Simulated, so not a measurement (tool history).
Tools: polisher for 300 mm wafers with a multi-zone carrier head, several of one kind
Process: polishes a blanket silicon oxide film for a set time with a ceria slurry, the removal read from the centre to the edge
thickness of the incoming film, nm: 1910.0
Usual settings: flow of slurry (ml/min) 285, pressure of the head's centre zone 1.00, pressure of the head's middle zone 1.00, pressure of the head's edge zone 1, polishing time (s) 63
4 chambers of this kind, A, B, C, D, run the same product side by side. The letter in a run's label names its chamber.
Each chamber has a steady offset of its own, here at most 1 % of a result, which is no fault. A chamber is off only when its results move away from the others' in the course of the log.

run,hour,flow of slurry (ml/min),pressure of the head's centre zone,pressure of the head's middle zone,pressure of the head's edge zone,polishing time (s),film removed at the wafer's centre (Å),film removed at mid-radius (Å),film removed at the wafer's edge (Å)
1A,7.2,285,1.00,1.00,1,63,2853.4,2874.3,2886.6
2D,13.2,285,1.00,1.00,1,63,2859.7,2863.9,2838.2
3C,21.2,285,1.00,1.00,1,63,2817.4,2828.0,2836.8
4B,29.9,285,1.00,1.00,1,63,2878.8,2856.5,2877.4
# hour 32.8: chamber A: worn pad replaced by a new one
# hour 33.2: chamber C: worn pad replaced by a new one
# hour 35.1: chamber C: edge zone pressure recalibrated
# hour 37.2: chamber D: centre zone pressure recalibrated
5C,38.6,285,1.00,1.00,1,63,2857.1,2856.0,2846.3
6B,45.2,285,1.00,1.00,1,63,2858.2,2859.8,2857.6
7A,52.3,285,1.00,1.00,1,63,2887.0,2931.2,2851.9
# hour 53.3: chamber D: worn pad replaced by a new one
8D,58.0,285,1.00,1.00,1,63,2864.5,2882.2,2872.9
9A,65.3,285,1.00,1.00,1,63,2894.4,2861.8,2868.9
10B,72.9,285,1.00,1.00,1,63,2882.9,2872.0,2870.4
11D,77.4,285,1.00,1.00,1,63,2833.1,2922.0,2889.8
12C,84.7,285,1.00,1.00,1,44,1993.3,1947.8,2037.8
# hour 85.4: chamber B: slurry nozzle cleaned
13B,89.7,285,1.00,1.00,1,44,2048.4,2010.6,2015.1
14C,95.8,285,1.00,1.00,1,44,1970.7,1990.5,2008.4
# hour 99.7: chamber B: worn pad replaced by a new one
15D,103.2,285,1.00,1.00,1,44,2016.5,1978.2,2005.5
16A,109.9,285,1.00,1.00,1,63,2907.0,2836.4,2879.7
17B,118.8,285,1.00,1.00,1,63,2976.3,2876.4,2883.9
18D,126.3,285,1.00,1.00,1,63,2842.0,2850.4,2910.5
# hour 133.7: chamber D: worn pad replaced by a new one
# hour 134.1: chamber A: worn pad replaced by a new one
19C,135.3,285,1.00,1.00,1,63,2841.0,2840.1,2803.2
20A,140.1,285,1.00,1.00,1,63,2894.2,2895.8,2878.0
21B,146.5,285,1.00,1.00,1,63,2961.4,2870.3,2887.6
22C,155.4,285,1.06,1.00,1,44,2113.9,1963.4,1988.2
# hour 156.6: chamber C: worn pad replaced by a new one
23D,161.1,285,1.06,1.00,1,44,2124.9,1995.3,1973.6
# hour 162.0: chamber D: edge zone pressure recalibrated
24A,169.5,285,1.06,1.00,1,44,2156.5,1948.8,1993.0
25B,176.4,285,1.06,1.00,1,44,2229.0,1950.4,1988.2
26D,183.0,285,1.00,1.08,1,45,2040.5,2152.3,2046.7
27C,190.1,285,1.00,1.08,1,45,1975.9,2156.5,2038.6
28A,194.5,285,1.00,1.08,1,45,2067.7,2203.2,2050.4
29A,201.5,285,1.00,1.08,1,45,2067.2,2159.3,2079.7
30D,206.8,285,1.00,1.00,1,63,2825.8,2801.4,2871.0

All 4 chambers run these settings next. Forecast each chamber's results:
31A,213.3,285,1.00,1.00,1,63,?,?,?
31B,213.3,285,1.00,1.00,1,63,?,?,?
31C,213.3,285,1.00,1.00,1,63,?,?,?
31D,213.3,285,1.00,1.00,1,63,?,?,?

run,film removed at the wafer's centre (Å),film removed at mid-radius (Å),film removed at the wafer's edge (Å)
31A,2936.6,2839.9,2877.1
31B,3008.9,2952.7,2878.8
31C,2863.0,2892.9,2842.6
31D,2837.0,2938.9,2892.8

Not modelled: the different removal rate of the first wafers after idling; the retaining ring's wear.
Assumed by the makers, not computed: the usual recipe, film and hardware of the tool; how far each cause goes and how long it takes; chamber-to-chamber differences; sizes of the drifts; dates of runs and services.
